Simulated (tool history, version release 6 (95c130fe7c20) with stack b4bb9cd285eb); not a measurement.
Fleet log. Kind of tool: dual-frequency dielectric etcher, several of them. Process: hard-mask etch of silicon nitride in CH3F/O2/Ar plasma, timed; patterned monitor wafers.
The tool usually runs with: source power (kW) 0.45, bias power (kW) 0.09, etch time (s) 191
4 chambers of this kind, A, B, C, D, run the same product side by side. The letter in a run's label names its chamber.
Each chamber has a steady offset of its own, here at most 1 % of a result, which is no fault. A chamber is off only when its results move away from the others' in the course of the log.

run	hour	source power (kW)	bias power (kW)	etch time (s)	hours since the last wet clean	hours since the last source power generator calibration	hours since the last bias power generator calibration	read-back reference wafer on the same gauge, depth_nm	mean etch depth across the wafer (angstrom)
1A	6.4	0.45	0.09	191	52.8	1080.9	3420.7	136.04	1514.7
2B	10.1	0.45	0.09	191	131.2	1823.1	2908.1	136.05	1520.1
3D	16.8	0.45	0.09	191	265	166.4	2926.2	136.03	1503.9
4C	23.1	0.45	0.09	191	150.6	4736.7	1747.3	136.09	1517
5C	30.7	0.45	0.09	191	158.2	4744.3	1754.9	136.14	1513.4
6D	36.2	0.45	0.09	233.5	284.4	185.8	2945.6	136.15	1841.2
7A	41.4	0.45	0.09	233.5	87.8	1115.9	3455.7	136.21	1857.2
8B	48.2	0.45	0.09	233.5	169.3	1861.2	2946.2	136.19	1858.2
9A	55.7	0.45	0.09	233.5	102.1	1130.2	3470	136.22	1861.3
10C	60.3	0.45	0.09	191	187.8	4773.9	1784.5	136.27	1515.9
11D	66.1	0.45	0.09	191	314.3	215.7	2975.5	136.3	1505.8
12B	69.7	0.45	0.09	191	190.8	1882.7	2967.7	136.31	1525
13D	74.9	0.45	0.09	191	323.1	224.5	2984.3	136.33	1507.7
14C	80.9	0.45	0.09	191	208.4	4794.5	1805.1	136.32	1518.4
15A	86.2	0.45	0.09	191	132.6	1160.7	3500.5	136.39	1522.7
16B	93	0.45	0.09	191	214.1	1906	2991	136.39	1523.2
17B	100.7	0.45	0.09	191	221.8	1913.7	2998.7	136.45	1527.2
18A	104.7	0.45	0.09	191	151.1	1179.2	3519	136.48	1525
19C	110.7	0.45	0.09	191	238.2	4824.3	1834.9	136.53	1520.5
20D	118.5	0.45	0.09	191	366.7	268.1	3027.9	136.51	1509.3
21C	125	0.45	0.09	191	252.5	4838.6	1849.2	136.58	1517
22D	132	0.55	0.107	191	380.2	281.6	3041.4	136.61	1734
23B	138.9	0.55	0.107	191	260	1951.9	3036.9	136.6	1750.4
24A	144.8	0.55	0.107	191	191.2	1219.3	3559.1	136.6	1750.9
25D	152.8	0.55	0.107	191	401	302.4	3062.2	136.68	1731.8
26A	159.5	0.45	0.09	191	205.9	1234	3573.8	136.68	1521

Next, all 4 chambers run the settings below, one line each with question marks for the results. What does each chamber give?
27A	165.3	0.37	0.09	191					?
27B	165.3	0.37	0.09	191					?
27C	165.3	0.37	0.09	191					?
27D	165.3	0.37	0.09	191					?

run	mean etch depth across the wafer (angstrom)
27A	1417.6
27B	1421.2
27C	1413
27D	1406
